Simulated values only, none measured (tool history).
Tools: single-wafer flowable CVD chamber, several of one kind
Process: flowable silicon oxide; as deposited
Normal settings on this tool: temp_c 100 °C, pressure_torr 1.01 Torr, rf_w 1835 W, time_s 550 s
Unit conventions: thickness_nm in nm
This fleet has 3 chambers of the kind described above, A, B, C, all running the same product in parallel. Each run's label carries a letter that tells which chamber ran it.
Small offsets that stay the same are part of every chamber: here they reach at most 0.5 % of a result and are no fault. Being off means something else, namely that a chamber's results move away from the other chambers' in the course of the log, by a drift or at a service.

| run | hour | temp_c | pressure_torr | rf_w | time_s | hours since the last thermocouple change | hours since the last RF generator calibration | hours since the last manometer calibration | read-back reference wafer on the same gauge, thickness_nm | thickness_nm |
|---|---|---|---|---|---|---|---|---|---|---|
| 1B | 7.6 | 100 | 1.01 | 1835 | 550 | 1189.2 | 162.8 | 145.1 | 398.28 | 440.90 |
| 2A | 16.1 | 100 | 1.01 | 1835 | 550 | 1799.6 | 1225.4 | 609.1 | 398.30 | 436.96 |
| 3C | 25.4 | 100 | 1.01 | 1835 | 550 | 1038.5 | 676.4 | 154.4 | 397.81 | 440.48 |
|  | 25.6 | chamber A: RF generator calibrated |
| 4A | 40.3 | 100 | 1.01 | 1835 | 550 | 1823.8 | 14.7 | 633.3 | 398.95 | 438.26 |
| 5C | 48.2 | 100 | 1.01 | 1835 | 550 | 1061.3 | 699.2 | 177.2 | 397.75 | 439.49 |
| 6B | 62.8 | 100 | 1.01 | 1835 | 550 | 1244.4 | 218.0 | 200.3 | 397.50 | 443.55 |
| 7B | 73.2 | 100 | 1.01 | 1835 | 550 | 1254.8 | 228.4 | 210.7 | 397.84 | 444.87 |
| 8A | 80.2 | 100 | 0.85 | 2035 | 550 | 1863.7 | 54.6 | 673.2 | 397.65 | 362.34 |
| 9C | 89.6 | 100 | 0.85 | 2035 | 550 | 1102.7 | 740.6 | 218.6 | 398.13 | 365.17 |
| 10B | 99.1 | 100 | 0.85 | 2035 | 550 | 1280.7 | 254.3 | 236.6 | 398.21 | 369.86 |
| 11A | 108.8 | 100 | 1.01 | 1670 | 550 | 1892.3 | 83.2 | 701.8 | 397.71 | 424.78 |
| 12C | 118.9 | 100 | 1.01 | 1670 | 550 | 1132.0 | 769.9 | 247.9 | 397.90 | 426.33 |
| 13A | 130.8 | 100 | 1.01 | 1670 | 550 | 1914.3 | 105.2 | 723.8 | 398.08 | 425.14 |
| 14C | 139.7 | 100 | 1.01 | 1835 | 550 | 1152.8 | 790.7 | 268.7 | 398.09 | 437.64 |
| 15B | 153.0 | 100 | 1.01 | 1835 | 550 | 1334.6 | 308.2 | 290.5 | 398.58 | 452.96 |
| 16B | 165.3 | 100 | 1.01 | 1835 | 550 | 1346.9 | 320.5 | 302.8 | 397.93 | 450.88 |
| 17A | 173.3 | 100 | 1.01 | 1835 | 550 | 1956.8 | 147.7 | 766.3 | 397.63 | 440.58 |
| 18C | 182.7 | 100 | 1.01 | 1835 | 550 | 1195.8 | 833.7 | 311.7 | 397.98 | 438.56 |
| 19A | 192.1 | 91 | 1.01 | 1595 | 550 | 1975.6 | 166.5 | 785.1 | 398.38 | 569.38 |
| 20C | 206.1 | 91 | 1.01 | 1595 | 550 | 1219.2 | 857.1 | 335.1 | 398.01 | 565.80 |
| 21B | 219.5 | 91 | 1.01 | 1595 | 550 | 1401.1 | 374.7 | 357.0 | 398.48 | 591.13 |

Each of the 3 chambers runs these same settings next. Fill in every chamber's results:
| 22A | 230.2 | 100 | 1.01 | 1835 | 550 |  |  |  |  | ? |
| 22B | 230.2 | 100 | 1.01 | 1835 | 550 |  |  |  |  | ? |
| 22C | 230.2 | 100 | 1.01 | 1835 | 550 |  |  |  |  | ? |

| run | thickness_nm |
|---|---|
| 22A | 436.31 |
| 22B | 460.43 |
| 22C | 435.90 |
